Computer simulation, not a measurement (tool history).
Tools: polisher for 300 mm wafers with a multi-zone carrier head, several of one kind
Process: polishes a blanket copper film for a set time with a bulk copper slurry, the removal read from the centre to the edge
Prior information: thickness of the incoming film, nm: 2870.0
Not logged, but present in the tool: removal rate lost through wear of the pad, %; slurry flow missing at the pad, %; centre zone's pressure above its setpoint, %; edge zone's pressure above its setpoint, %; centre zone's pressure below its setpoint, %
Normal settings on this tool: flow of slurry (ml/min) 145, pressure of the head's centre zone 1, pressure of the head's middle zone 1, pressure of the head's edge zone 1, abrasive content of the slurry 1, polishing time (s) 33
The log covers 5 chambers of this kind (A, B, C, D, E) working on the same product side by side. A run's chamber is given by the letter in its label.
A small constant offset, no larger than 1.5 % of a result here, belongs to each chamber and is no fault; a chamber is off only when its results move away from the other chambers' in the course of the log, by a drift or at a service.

run,hour,flow of slurry (ml/min),pressure of the head's centre zone,pressure of the head's middle zone,pressure of the head's edge zone,abrasive content of the slurry,polishing time (s),wafers polished on this pad,hours since the slurry nozzle was cleaned,hours since the centre zone pressure was calibrated,hours since the edge zone pressure was calibrated,film removed at the wafer's centre (nm),film removed at mid-radius (nm),film removed at the wafer's edge (nm)
1D,7.9,145,1,1,1,1,33,1068,8.7,1004.9,949.4,215.16,214.92,215.81
# hour 12.9: chamber E: worn pad replaced by a new one
# hour 13: chamber C: worn pad replaced by a new one
2E,20.8,145,1,1,1,1,33,124,204,221.8,552.5,213.31,215.33,217.12
# hour 24.3: chamber A: worn pad replaced by a new one
3B,29,145,1,1,1,1,33,1054,209.2,470.3,109.5,215.09,215.45,209.59
# hour 33.3: chamber D: worn pad replaced by a new one
4C,35.6,145,1,1,1,1,33,354,199.8,36.9,54.1,213.55,214.57,214.17
# hour 36.1: chamber C: slurry nozzle cleaned
5A,50.1,145,1,1,1,1,33,403,219.8,1095.7,81.9,217.2,214.74,211.94
# hour 52.4: chamber A: slurry nozzle cleaned
6C,57.7,145,1,1,1,1,33,699,21.7,59,76.2,212.66,220.31,216.75
# hour 60.4: chamber B: worn pad replaced by a new one
7D,72,145,1,1,1,1,33,606,72.8,1069,1013.5,217.11,212.8,215.08
# hour 72.6: chamber C: worn pad replaced by a new one
8A,81.9,145,1,1,1,1,33,900,29.5,1127.5,113.7,215.64,213.57,213.13
9E,89.6,145,1,1,1,1,33,1199,272.8,290.6,621.3,212.85,216.03,219.26
# hour 93.5: chamber E: worn pad replaced by a new one
# hour 99.1: chamber A: worn pad replaced by a new one
10B,104.4,145,1,1,1,1,33,687,284.6,545.7,184.9,215.65,215.62,214
11D,110.9,105,1,1,1.08,1,33,1213,111.7,1107.9,1052.4,198.68,198.39,209.85
12C,118.1,105,1,1,1.08,1,33,712,82.1,119.4,136.6,195.73,200.42,208.85
# hour 121.2: chamber D: worn pad replaced by a new one
13B,124.8,105,1,1,1.08,1,33,1006,305,566.1,205.3,196.93,199.93,209.37
14E,134.3,105,1,1,1.08,1,33,638,317.5,335.3,666,196.79,198.97,214.13
# hour 134.5: chamber E: edge zone pressure recalibrated
15A,146.4,105,1,1,1.08,1,33,739,94,1192,178.2,199.18,202.54,213.42
# hour 148.3: chamber C: worn pad replaced by a new one
# hour 153.7: chamber B: worn pad replaced by a new one
16D,154.4,145,1,1,1,1,33,518,155.2,1151.4,1095.9,217.01,214.93,212.85
# hour 156.6: chamber A: centre zone pressure recalibrated
# hour 161: chamber E: worn pad replaced by a new one
17A,161.5,145,1,1,1,1,33,975,109.1,5,193.3,226.4,217.91,215.18
18B,176.1,145,1,1,1,1,33,349,356.3,617.4,256.6,214.59,216.98,212.98
19E,183.2,145,1,1,1.05,1,27,346,366.4,384.2,48.7,171.73,176.6,178.19
# hour 184.9: chamber A: worn pad replaced by a new one
20C,190.6,145,1,1,1.05,1,27,661,154.6,191.9,209.1,175.07,177.66,183
# hour 195.4: chamber B: centre zone pressure recalibrated
# hour 197: chamber D: slurry nozzle cleaned
21A,205.2,145,1,1,1.05,1,27,317,152.8,48.7,237,187.02,176.91,177.93
# hour 211.4: chamber D: worn pad replaced by a new one
22B,216.4,145,1,1,1.05,1,27,979,396.6,21,296.9,176.81,175.9,178.13
# hour 218.8: chamber C: worn pad replaced by a new one
23E,229.2,145,1,1,1.05,1,27,1065,412.4,430.2,94.7,173.17,178.62,182.9
# hour 229.8: chamber E: worn pad replaced by a new one
# hour 233.7: chamber B: worn pad replaced by a new one
# hour 237.2: chamber B: edge zone pressure recalibrated
24C,243.4,145,1,1,1,1,33,385,207.4,244.7,261.9,213.83,211.31,214.77
25D,257.3,145,1,1,1,1,33,718,60.4,1254.3,1198.8,216.95,212.6,215.18
# hour 266.7: chamber C: slurry nozzle cleaned
26D,268,145,1,1,1,1,33,885,71.1,1265,1209.5,215.55,211.46,210.25
# hour 268.9: chamber E: slurry nozzle cleaned
# hour 273.3: chamber A: worn pad replaced by a new one
27C,279.3,145,1,1,1,1,33,945,12.7,280.6,297.8,215.86,215.7,213.54
# hour 289: chamber A: slurry nozzle cleaned
# hour 290.9: chamber C: worn pad replaced by a new one
28B,292.8,145,1,1,1,1,33,924,473,97.4,55.7,215.22,213.14,212.73
# hour 295.6: chamber A: edge zone pressure recalibrated
29A,299.3,145,1,1,1,1,33,406,10.3,142.8,3.7,230.5,216.19,211.77
# hour 304.2: chamber E: worn pad replaced by a new one
30E,313.2,145,1,1,1,1,33,140,44.4,514.2,178.7,211.22,213.66,214.65
31E,323.6,145,1,1,1,1,33,303,54.8,524.6,189.1,212.55,212.28,217.91
# hour 325.3: chamber B: worn pad replaced by a new one
32C,332.3,145,1.08,1,0.94,1,33,647,65.7,333.6,350.8,229.87,216.24,211.32
33A,339.1,145,1.08,1,0.94,1,33,1028,50.1,182.6,43.5,247.14,217.05,204.99
34B,349.3,145,1.08,1,0.94,1,33,376,529.5,153.9,112.2,232.94,215,203.4

Which is it: a chamber that has drifted or been left off by a service, a gauge drift common to all chambers, or only each chamber's usual small offset? If a chamber is off, name it and its likeliest cause.

After it was serviced, chamber A no longer matches the other chambers.
Most likely cause: centre zone's pressure above its setpoint, % = 5.16.

Which of the 4 candidates below, each the usual settings with something changed and its results left as question marks, puts chamber A back in line with what the other chambers give on the usual settings?
To be in line, a result may differ from the other chambers' mean on the usual settings by at most: film removed at the wafer's centre (nm) 4.6; film removed at mid-radius (nm) 6.9; film removed at the wafer's edge (nm) 7.8
35A-1,359.9,150,1.05,0.99,0.98,1,33,,,,,?,?,?
35A-2,359.9,145,1.02,1,0.99,1,33,,,,,?,?,?
35A-3,359.9,140,0.95,1.01,1.02,1,33,,,,,?,?,?
35A-4,359.9,145,0.98,1,1.01,1,33,,,,,?,?,?

Mean of the other chambers on the usual settings: film removed at the wafer's centre (nm) 214.03; film removed at mid-radius (nm) 214.87; film removed at the wafer's edge (nm) 214.58
run,film removed at the wafer's centre (nm),film removed at mid-radius (nm),film removed at the wafer's edge (nm)
35A-1,242.09,214.48,214.73
35A-2,232.77,215.07,214.85
35A-3,213.45,215.58,217.19
35A-4,222.69,215.11,217.16
35A-3 puts the chamber back in line with the other chambers.
